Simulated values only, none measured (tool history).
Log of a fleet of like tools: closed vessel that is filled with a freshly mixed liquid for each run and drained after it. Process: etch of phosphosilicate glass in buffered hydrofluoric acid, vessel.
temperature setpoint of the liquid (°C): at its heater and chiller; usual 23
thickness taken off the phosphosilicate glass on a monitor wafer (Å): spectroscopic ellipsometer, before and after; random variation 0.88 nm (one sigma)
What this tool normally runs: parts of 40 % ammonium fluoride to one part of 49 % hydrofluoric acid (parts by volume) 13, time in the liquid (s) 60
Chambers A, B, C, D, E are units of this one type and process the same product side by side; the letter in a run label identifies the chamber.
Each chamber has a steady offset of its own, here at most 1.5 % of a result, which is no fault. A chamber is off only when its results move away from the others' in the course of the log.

| run | day | temperature setpoint of the liquid (°C) | parts of 40 % ammonium fluoride to one part of 49 % hydrofluoric acid (parts by volume) | time in the liquid (s) | read-back film thickness of the phosphosilicate glass reference wafer, read on the same gauge (nm) | thickness taken off the phosphosilicate glass on a monitor wafer (Å) |
|---|---|---|---|---|---|---|
| 1D | 0.292 | 23 | 13 | 60 | 150 | 2492.3 |
|  | 0.425 | chamber A: hydrofluoric acid flow meter replaced |
| 2C | 0.758 | 23 | 13 | 60 | 150 | 2515.1 |
| 3B | 1.221 | 23 | 13 | 60 | 150.01 | 2495.9 |
| 4E | 1.421 | 23 | 13 | 60 | 149.98 | 2528.3 |
| 5A | 1.65 | 23 | 13 | 60 | 150.03 | 2480 |
| 6D | 2.088 | 23 | 13 | 60 | 150.01 | 2487.7 |
| 7C | 2.421 | 23 | 16.5 | 60 | 150 | 1985.7 |
| 8A | 2.667 | 23 | 16.5 | 60 | 150 | 1966.8 |
| 9B | 3.058 | 23 | 16.5 | 60 | 150.01 | 1989 |
| 10E | 3.321 | 23 | 16.5 | 60 | 149.99 | 2002.1 |
| 11B | 3.617 | 23 | 16.5 | 60 | 150.02 | 1993.2 |
| 12C | 4 | 23 | 13 | 60 | 150.01 | 2520 |
| 13D | 4.371 | 23 | 13 | 60 | 149.98 | 2497.1 |
|  | 4.746 | chamber B: hydrofluoric acid flow meter replaced |
| 14E | 4.812 | 23 | 13 | 60 | 150.01 | 2526.7 |
| 15A | 5.075 | 23 | 13 | 60 | 150 | 2473.1 |
| 16D | 5.512 | 23 | 13 | 45 | 150.01 | 1874.7 |
| 17B | 5.833 | 23 | 13 | 45 | 149.98 | 1873 |
| 18E | 6.142 | 23 | 13 | 45 | 150.01 | 1879.8 |
| 19A | 6.475 | 23 | 13 | 45 | 149.99 | 1860.7 |
| 20C | 6.812 | 23 | 13 | 45 | 149.99 | 1874 |
| 21A | 7.021 | 23 | 13 | 60 | 150.01 | 2478.3 |
| 22B | 7.4 | 28 | 8.5 | 60 | 150 | 4811.3 |
| 23E | 7.812 | 28 | 8.5 | 60 | 149.98 | 4889.1 |
| 24C | 8.088 | 28 | 8.5 | 60 | 150.01 | 4887.7 |
| 25D | 8.492 | 28 | 8.5 | 60 | 149.99 | 4779.4 |
| 26A | 8.892 | 28 | 8.5 | 60 | 150 | 4830.3 |
| 27D | 9.167 | 23 | 13 | 60 | 150.03 | 2485 |
| 28B | 9.554 | 23 | 13 | 60 | 150.02 | 2498.6 |
| 29E | 9.879 | 23 | 13 | 60 | 149.98 | 2521 |
| 30C | 10.321 | 23 | 13 | 60 | 150 | 2520.9 |
| 31B | 10.788 | 23 | 13 | 60 | 150.01 | 2494.8 |
| 32C | 11.15 | 25.5 | 13 | 30 | 150.01 | 1448 |
| 33E | 11.412 | 25.5 | 13 | 30 | 149.99 | 1447.9 |

Which is it: a chamber that has drifted or been left off by a service, a gauge drift common to all chambers, or only each chamber's usual small offset? If a chamber is off, name it and its likeliest cause.

No chamber is off and the gauge is stable; the differences are just each chamber's small, constant offset.
